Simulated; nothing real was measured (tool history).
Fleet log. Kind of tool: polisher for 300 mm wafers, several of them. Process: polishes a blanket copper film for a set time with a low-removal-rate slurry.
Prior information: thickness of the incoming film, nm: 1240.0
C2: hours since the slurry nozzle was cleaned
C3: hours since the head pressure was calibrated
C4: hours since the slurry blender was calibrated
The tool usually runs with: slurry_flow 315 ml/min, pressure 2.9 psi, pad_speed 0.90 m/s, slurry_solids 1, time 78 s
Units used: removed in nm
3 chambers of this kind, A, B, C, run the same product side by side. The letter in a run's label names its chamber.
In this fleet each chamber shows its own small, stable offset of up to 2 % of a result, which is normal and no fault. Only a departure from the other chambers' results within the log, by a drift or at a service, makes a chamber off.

run 1A hour=5.4 | slurry_flow=315 pressure=2.9 pad_speed=0.90 slurry_solids=1 time=78 | wafers_polished_on_this_pad=823 C2=228.0 C3=902.9 C4=327.2 | removed=173.86
run 2B hour=12.9 | slurry_flow=315 pressure=2.9 pad_speed=0.90 slurry_solids=1 time=78 | wafers_polished_on_this_pad=1052 C2=469.8 C3=70.2 C4=62.2 | removed=173.78
-- hour=18.0 chamber A: head pressure recalibrated
run 3C hour=18.1 | slurry_flow=315 pressure=2.9 pad_speed=0.90 slurry_solids=1 time=78 | wafers_polished_on_this_pad=182 C2=57.3 C3=934.2 C4=309.6 | removed=169.37
run 4B hour=22.2 | slurry_flow=315 pressure=2.9 pad_speed=0.90 slurry_solids=1 time=78 | wafers_polished_on_this_pad=1102 C2=479.1 C3=79.5 C4=71.5 | removed=174.53
run 5A hour=27.9 | slurry_flow=315 pressure=2.9 pad_speed=0.90 slurry_solids=1 time=91 | wafers_polished_on_this_pad=944 C2=250.5 C3=9.9 C4=349.7 | removed=201.23
-- hour=30.7 chamber B: worn pad replaced by a new one
run 6C hour=33.5 | slurry_flow=315 pressure=2.9 pad_speed=0.90 slurry_solids=1 time=91 | wafers_polished_on_this_pad=265 C2=72.7 C3=949.6 C4=325.0 | removed=199.60
run 7A hour=37.6 | slurry_flow=315 pressure=2.9 pad_speed=0.90 slurry_solids=1 time=91 | wafers_polished_on_this_pad=996 C2=260.2 C3=19.6 C4=359.4 | removed=204.40
run 8B hour=46.1 | slurry_flow=315 pressure=2.9 pad_speed=0.90 slurry_solids=1 time=78 | wafers_polished_on_this_pad=82 C2=503.0 C3=103.4 C4=95.4 | removed=172.14
run 9C hour=53.7 | slurry_flow=315 pressure=2.9 pad_speed=0.90 slurry_solids=1 time=78 | wafers_polished_on_this_pad=373 C2=92.9 C3=969.8 C4=345.2 | removed=165.72
run 10C hour=59.9 | slurry_flow=315 pressure=2.9 pad_speed=0.90 slurry_solids=1 time=78 | wafers_polished_on_this_pad=406 C2=99.1 C3=976.0 C4=351.4 | removed=163.65
run 11A hour=68.4 | slurry_flow=315 pressure=2.9 pad_speed=0.90 slurry_solids=1 time=78 | wafers_polished_on_this_pad=1161 C2=291.0 C3=50.4 C4=390.2 | removed=175.81
run 12B hour=76.8 | slurry_flow=315 pressure=2.9 pad_speed=0.90 slurry_solids=1 time=78 | wafers_polished_on_this_pad=247 C2=533.7 C3=134.1 C4=126.1 | removed=169.22
run 13C hour=83.8 | slurry_flow=315 pressure=2.9 pad_speed=0.90 slurry_solids=1 time=78 | wafers_polished_on_this_pad=534 C2=123.0 C3=999.9 C4=375.3 | removed=158.04
-- hour=84.7 chamber A: slurry blender recalibrated
-- hour=89.1 chamber C: slurry blender recalibrated
run 14B hour=89.4 | slurry_flow=315 pressure=2.9 pad_speed=0.90 slurry_solids=1 time=78 | wafers_polished_on_this_pad=314 C2=546.3 C3=146.7 C4=138.7 | removed=176.36
-- hour=94.0 chamber A: worn pad replaced by a new one
run 15A hour=96.1 | slurry_flow=315 pressure=2.9 pad_speed=0.90 slurry_solids=1 time=78 | wafers_polished_on_this_pad=11 C2=318.7 C3=78.1 C4=11.5 | removed=173.34
run 16C hour=104.0 | slurry_flow=315 pressure=2.9 pad_speed=0.90 slurry_solids=1 time=78 | wafers_polished_on_this_pad=642 C2=143.2 C3=1020.1 C4=14.9 | removed=155.15
run 17B hour=109.3 | slurry_flow=315 pressure=3.7 pad_speed=0.68 slurry_solids=1 time=78 | wafers_polished_on_this_pad=421 C2=566.2 C3=166.6 C4=158.6 | removed=168.81
run 18A hour=117.6 | slurry_flow=315 pressure=3.7 pad_speed=0.68 slurry_solids=1 time=78 | wafers_polished_on_this_pad=126 C2=340.2 C3=99.6 C4=33.0 | removed=166.45
-- hour=125.1 chamber B: slurry blender recalibrated
run 19C hour=126.2 | slurry_flow=315 pressure=3.7 pad_speed=0.68 slurry_solids=1 time=78 | wafers_polished_on_this_pad=761 C2=165.4 C3=1042.3 C4=37.1 | removed=149.15
run 20B hour=133.4 | slurry_flow=315 pressure=2.9 pad_speed=0.90 slurry_solids=1 time=78 | wafers_polished_on_this_pad=550 C2=590.3 C3=190.7 C4=8.3 | removed=170.81
run 21A hour=139.4 | slurry_flow=315 pressure=2.9 pad_speed=0.90 slurry_solids=1 time=78 | wafers_polished_on_this_pad=243 C2=362.0 C3=121.4 C4=54.8 | removed=175.57

Predict what each chamber gives when all 3 of them run the settings below next.
run 22A hour=146.0 | slurry_flow=315 pressure=2.9 pad_speed=0.90 slurry_solids=1 time=78 | removed=?
run 22B hour=146.0 | slurry_flow=315 pressure=2.9 pad_speed=0.90 slurry_solids=1 time=78 | removed=?
run 22C hour=146.0 | slurry_flow=315 pressure=2.9 pad_speed=0.90 slurry_solids=1 time=78 | removed=?

run=22A removed=173.48
run=22B removed=170.85
run=22C removed=147.80

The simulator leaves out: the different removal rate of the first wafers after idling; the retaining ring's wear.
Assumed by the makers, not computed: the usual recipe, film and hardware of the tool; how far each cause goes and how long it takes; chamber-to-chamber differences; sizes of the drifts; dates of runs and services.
